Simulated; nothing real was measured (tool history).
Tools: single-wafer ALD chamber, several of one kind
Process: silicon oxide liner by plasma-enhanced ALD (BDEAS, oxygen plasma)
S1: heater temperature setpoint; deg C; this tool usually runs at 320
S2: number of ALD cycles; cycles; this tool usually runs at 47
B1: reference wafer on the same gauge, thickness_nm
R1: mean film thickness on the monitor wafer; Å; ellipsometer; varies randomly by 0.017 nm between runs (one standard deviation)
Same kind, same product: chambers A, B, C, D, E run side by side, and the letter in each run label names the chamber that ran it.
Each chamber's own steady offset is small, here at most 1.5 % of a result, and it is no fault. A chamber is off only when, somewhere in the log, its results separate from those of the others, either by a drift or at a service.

run 1D day=0.317 | S1=320 S2=47 | B1=3.6576 | R1=42.696
run 2C day=0.621 | S1=320 S2=47 | B1=3.6609 | R1=42.658
run 3B day=0.850 | S1=320 S2=47 | B1=3.6577 | R1=42.883
run 4E day=1.238 | S1=320 S2=47 | B1=3.6592 | R1=41.946
run 5A day=1.475 | S1=320 S2=47 | B1=3.6578 | R1=42.496
-- day=1.608 chamber E: thermocouple changed; heater temperature recalibrated
run 6D day=1.742 | S1=320 S2=47 | B1=3.6597 | R1=42.689
run 7C day=2.054 | S1=330 S2=40 | B1=3.6614 | R1=35.602
run 8B day=2.379 | S1=330 S2=40 | B1=3.6605 | R1=35.830
run 9E day=2.792 | S1=330 S2=40 | B1=3.6583 | R1=35.431
run 10A day=3.079 | S1=330 S2=40 | B1=3.6580 | R1=35.625
run 11E day=3.425 | S1=330 S2=40 | B1=3.6599 | R1=35.208
run 12C day=3.733 | S1=320 S2=47 | B1=3.6629 | R1=42.312
run 13A day=4.096 | S1=320 S2=47 | B1=3.6625 | R1=42.138
run 14B day=4.512 | S1=320 S2=47 | B1=3.6606 | R1=42.522
run 15D day=4.771 | S1=332 S2=52 | B1=3.6578 | R1=45.848
run 16A day=5.008 | S1=332 S2=52 | B1=3.6624 | R1=46.248
run 17E day=5.238 | S1=332 S2=52 | B1=3.6638 | R1=45.781
run 18C day=5.450 | S1=332 S2=52 | B1=3.6582 | R1=46.171
run 19B day=5.900 | S1=332 S2=52 | B1=3.6604 | R1=46.090
run 20D day=6.258 | S1=320 S2=47 | B1=3.6574 | R1=42.601
run 21B day=6.617 | S1=320 S2=47 | B1=3.6592 | R1=42.653
run 22C day=6.983 | S1=320 S2=47 | B1=3.6633 | R1=42.599
run 23E day=7.196 | S1=320 S2=47 | B1=3.6602 | R1=42.013
run 24D day=7.600 | S1=320 S2=47 | B1=3.6601 | R1=42.560
run 25A day=7.942 | S1=320 S2=47 | B1=3.6594 | R1=42.526
run 26B day=8.283 | S1=320 S2=47 | B1=3.6599 | R1=42.369
run 27E day=8.508 | S1=331 S2=47 | B1=3.6605 | R1=41.372
run 28D day=8.833 | S1=331 S2=47 | B1=3.6579 | R1=41.910
run 29C day=9.079 | S1=331 S2=47 | B1=3.6622 | R1=41.903
run 30A day=9.446 | S1=331 S2=47 | B1=3.6585 | R1=41.819

One chamber off, gauge drift, or nothing amiss beyond the chambers' own small offsets? If it is a chamber, which one, and what is the likeliest cause?

All chambers stay in line apart from their small fixed offsets, and the gauge does not drift.
